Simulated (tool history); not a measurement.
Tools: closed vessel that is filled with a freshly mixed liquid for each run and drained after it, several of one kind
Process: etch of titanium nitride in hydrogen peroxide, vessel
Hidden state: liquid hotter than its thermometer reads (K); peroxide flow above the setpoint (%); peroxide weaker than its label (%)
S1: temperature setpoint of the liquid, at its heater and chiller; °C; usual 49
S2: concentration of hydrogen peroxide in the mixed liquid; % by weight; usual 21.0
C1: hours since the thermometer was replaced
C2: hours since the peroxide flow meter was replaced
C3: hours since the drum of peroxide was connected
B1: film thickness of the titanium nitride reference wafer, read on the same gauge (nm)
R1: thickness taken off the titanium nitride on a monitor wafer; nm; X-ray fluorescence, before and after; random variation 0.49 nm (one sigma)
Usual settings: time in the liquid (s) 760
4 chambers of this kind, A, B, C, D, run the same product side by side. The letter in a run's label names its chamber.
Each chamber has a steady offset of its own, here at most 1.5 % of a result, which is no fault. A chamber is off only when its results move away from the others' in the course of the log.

run 1B hour=4.9 | S1=49 S2=21.0 time_in_the_liquid_(s)=760 | C1=287.2 C2=2573.9 C3=444.8 | B1=60.002 | R1=59.199
run 2A hour=8.1 | S1=49 S2=21.0 time_in_the_liquid_(s)=760 | C1=714.5 C2=573.6 C3=192.0 | B1=59.961 | R1=59.752
run 3C hour=11.8 | S1=49 S2=21.0 time_in_the_liquid_(s)=760 | C1=779.6 C2=432.5 C3=432.5 | B1=60.029 | R1=60.055
run 4D hour=15.9 | S1=49 S2=21.0 time_in_the_liquid_(s)=760 | C1=1553.7 C2=1785.5 C3=125.9 | B1=60.000 | R1=58.381
run 5C hour=19.5 | S1=49 S2=21.0 time_in_the_liquid_(s)=760 | C1=787.3 C2=440.2 C3=440.2 | B1=59.990 | R1=60.033
run 6A hour=22.3 | S1=49 S2=21.0 time_in_the_liquid_(s)=760 | C1=728.7 C2=587.8 C3=206.2 | B1=59.992 | R1=59.407
run 7B hour=26.2 | S1=49 S2=21.0 time_in_the_liquid_(s)=760 | C1=308.5 C2=2595.2 C3=466.1 | B1=60.010 | R1=59.122
run 8D hour=29.2 | S1=49 S2=21.0 time_in_the_liquid_(s)=760 | C1=1567.0 C2=1798.8 C3=139.2 | B1=60.017 | R1=58.614
-- hour=31.9 chamber A: thermometer replaced
run 9A hour=33.4 | S1=49 S2=21.0 time_in_the_liquid_(s)=760 | C1=1.5 C2=598.9 C3=217.3 | B1=59.996 | R1=59.478
run 10C hour=36.8 | S1=49 S2=21.0 time_in_the_liquid_(s)=760 | C1=804.6 C2=457.5 C3=457.5 | B1=60.018 | R1=58.915
run 11D hour=42.1 | S1=49 S2=21.0 time_in_the_liquid_(s)=760 | C1=1579.9 C2=1811.7 C3=152.1 | B1=60.021 | R1=58.597
run 12B hour=47.9 | S1=49 S2=21.0 time_in_the_liquid_(s)=760 | C1=330.2 C2=2616.9 C3=487.8 | B1=60.023 | R1=59.643
run 13A hour=51.9 | S1=49 S2=21.0 time_in_the_liquid_(s)=760 | C1=20.0 C2=617.4 C3=235.8 | B1=60.009 | R1=59.694
-- hour=54.7 chamber B: peroxide flow meter replaced
run 14B hour=56.8 | S1=49 S2=21.0 time_in_the_liquid_(s)=760 | C1=339.1 C2=2.2 C3=496.7 | B1=60.024 | R1=59.689
run 15D hour=59.8 | S1=49 S2=21.0 time_in_the_liquid_(s)=760 | C1=1597.6 C2=1829.4 C3=169.8 | B1=60.019 | R1=57.991
run 16C hour=65.9 | S1=49 S2=21.0 time_in_the_liquid_(s)=760 | C1=833.7 C2=486.6 C3=486.6 | B1=59.980 | R1=60.865
run 17D hour=71.1 | S1=49 S2=21.0 time_in_the_liquid_(s)=760 | C1=1608.9 C2=1840.7 C3=181.1 | B1=60.005 | R1=59.080
run 18C hour=77.3 | S1=49 S2=21.0 time_in_the_liquid_(s)=760 | C1=845.1 C2=498.0 C3=498.0 | B1=59.985 | R1=61.682
run 19B hour=82.9 | S1=49 S2=21.0 time_in_the_liquid_(s)=760 | C1=365.2 C2=28.3 C3=522.8 | B1=60.039 | R1=59.228
run 20A hour=88.9 | S1=49 S2=21.0 time_in_the_liquid_(s)=760 | C1=57.0 C2=654.4 C3=272.8 | B1=59.971 | R1=59.173
run 21B hour=94.6 | S1=49 S2=21.0 time_in_the_liquid_(s)=760 | C1=376.9 C2=40.0 C3=534.5 | B1=59.976 | R1=59.264
-- hour=95.1 chamber A: new drum of peroxide connected
run 22A hour=99.3 | S1=49 S2=21.0 time_in_the_liquid_(s)=760 | C1=67.4 C2=664.8 C3=4.3 | B1=59.991 | R1=59.587
-- hour=102.4 chamber D: peroxide flow meter replaced
run 23C hour=105.1 | S1=49 S2=18.0 time_in_the_liquid_(s)=760 | C1=872.9 C2=525.8 C3=525.8 | B1=60.027 | R1=60.437
run 24D hour=109.2 | S1=49 S2=18.0 time_in_the_liquid_(s)=760 | C1=1647.0 C2=6.9 C3=219.2 | B1=60.022 | R1=56.629
run 25C hour=112.4 | S1=49 S2=18.0 time_in_the_liquid_(s)=760 | C1=880.2 C2=533.1 C3=533.1 | B1=60.036 | R1=60.793
run 26B hour=117.2 | S1=49 S2=18.0 time_in_the_liquid_(s)=760 | C1=399.5 C2=62.6 C3=557.1 | B1=60.028 | R1=57.637
run 27A hour=121.0 | S1=49 S2=17.0 time_in_the_liquid_(s)=1020 | C1=89.1 C2=686.5 C3=26.0 | B1=60.023 | R1=75.473
run 28D hour=127.0 | S1=49 S2=17.0 time_in_the_liquid_(s)=1020 | C1=1664.8 C2=24.7 C3=237.0 | B1=60.016 | R1=74.690
run 29B hour=131.2 | S1=49 S2=17.0 time_in_the_liquid_(s)=1020 | C1=413.5 C2=76.6 C3=571.1 | B1=60.029 | R1=75.979
run 30C hour=134.3 | S1=49 S2=17.0 time_in_the_liquid_(s)=1020 | C1=902.1 C2=555.0 C3=555.0 | B1=59.987 | R1=80.872
run 31D hour=137.7 | S1=49 S2=21.0 time_in_the_liquid_(s)=760 | C1=1675.5 C2=35.4 C3=247.7 | B1=60.053 | R1=58.681
run 32A hour=141.8 | S1=56 S2=26.5 time_in_the_liquid_(s)=760 | C1=109.9 C2=707.3 C3=46.8 | B1=60.021 | R1=102.110
run 33D hour=145.6 | S1=56 S2=26.5 time_in_the_liquid_(s)=760 | C1=1683.4 C2=43.3 C3=255.6 | B1=60.016 | R1=103.390
run 34C hour=148.8 | S1=56 S2=26.5 time_in_the_liquid_(s)=760 | C1=916.6 C2=569.5 C3=569.5 | B1=60.044 | R1=110.060
run 35B hour=152.0 | S1=56 S2=26.5 time_in_the_liquid_(s)=760 | C1=434.3 C2=97.4 C3=591.9 | B1=59.946 | R1=102.610
run 36A hour=156.0 | S1=49 S2=21.0 time_in_the_liquid_(s)=760 | C1=124.1 C2=721.5 C3=61.0 | B1=59.986 | R1=59.619
run 37A hour=158.8 | S1=49 S2=21.0 time_in_the_liquid_(s)=760 | C1=126.9 C2=724.3 C3=63.8 | B1=59.981 | R1=60.005
run 38D hour=164.8 | S1=49 S2=21.0 time_in_the_liquid_(s)=760 | C1=1702.6 C2=62.5 C3=274.8 | B1=59.981 | R1=58.563
run 39C hour=170.6 | S1=49 S2=21.0 time_in_the_liquid_(s)=760 | C1=938.4 C2=591.3 C3=591.3 | B1=60.033 | R1=65.884
run 40B hour=175.3 | S1=49 S2=21.0 time_in_the_liquid_(s)=760 | C1=457.6 C2=120.7 C3=615.2 | B1=59.998 | R1=59.263
run 41A hour=178.7 | S1=49 S2=21.0 time_in_the_liquid_(s)=760 | C1=146.8 C2=744.2 C3=83.7 | B1=59.999 | R1=59.401
run 42B hour=183.0 | S1=49 S2=21.0 time_in_the_liquid_(s)=760 | C1=465.3 C2=128.4 C3=622.9 | B1=59.997 | R1=58.686
run 43D hour=186.3 | S1=49 S2=21.0 time_in_the_liquid_(s)=760 | C1=1724.1 C2=84.0 C3=296.3 | B1=60.011 | R1=58.025
run 44C hour=190.6 | S1=49 S2=21.0 time_in_the_liquid_(s)=760 | C1=958.4 C2=611.3 C3=611.3 | B1=59.992 | R1=67.051

Next, every chamber runs the same settings. What will each give?
run 45A hour=195.0 | S1=49 S2=27.0 time_in_the_liquid_(s)=760 | R1=?
run 45B hour=195.0 | S1=49 S2=27.0 time_in_the_liquid_(s)=760 | R1=?
run 45C hour=195.0 | S1=49 S2=27.0 time_in_the_liquid_(s)=760 | R1=?
run 45D hour=195.0 | S1=49 S2=27.0 time_in_the_liquid_(s)=760 | R1=?

run=45A R1=63.204
run=45B R1=62.248
run=45C R1=69.821
run=45D R1=61.835
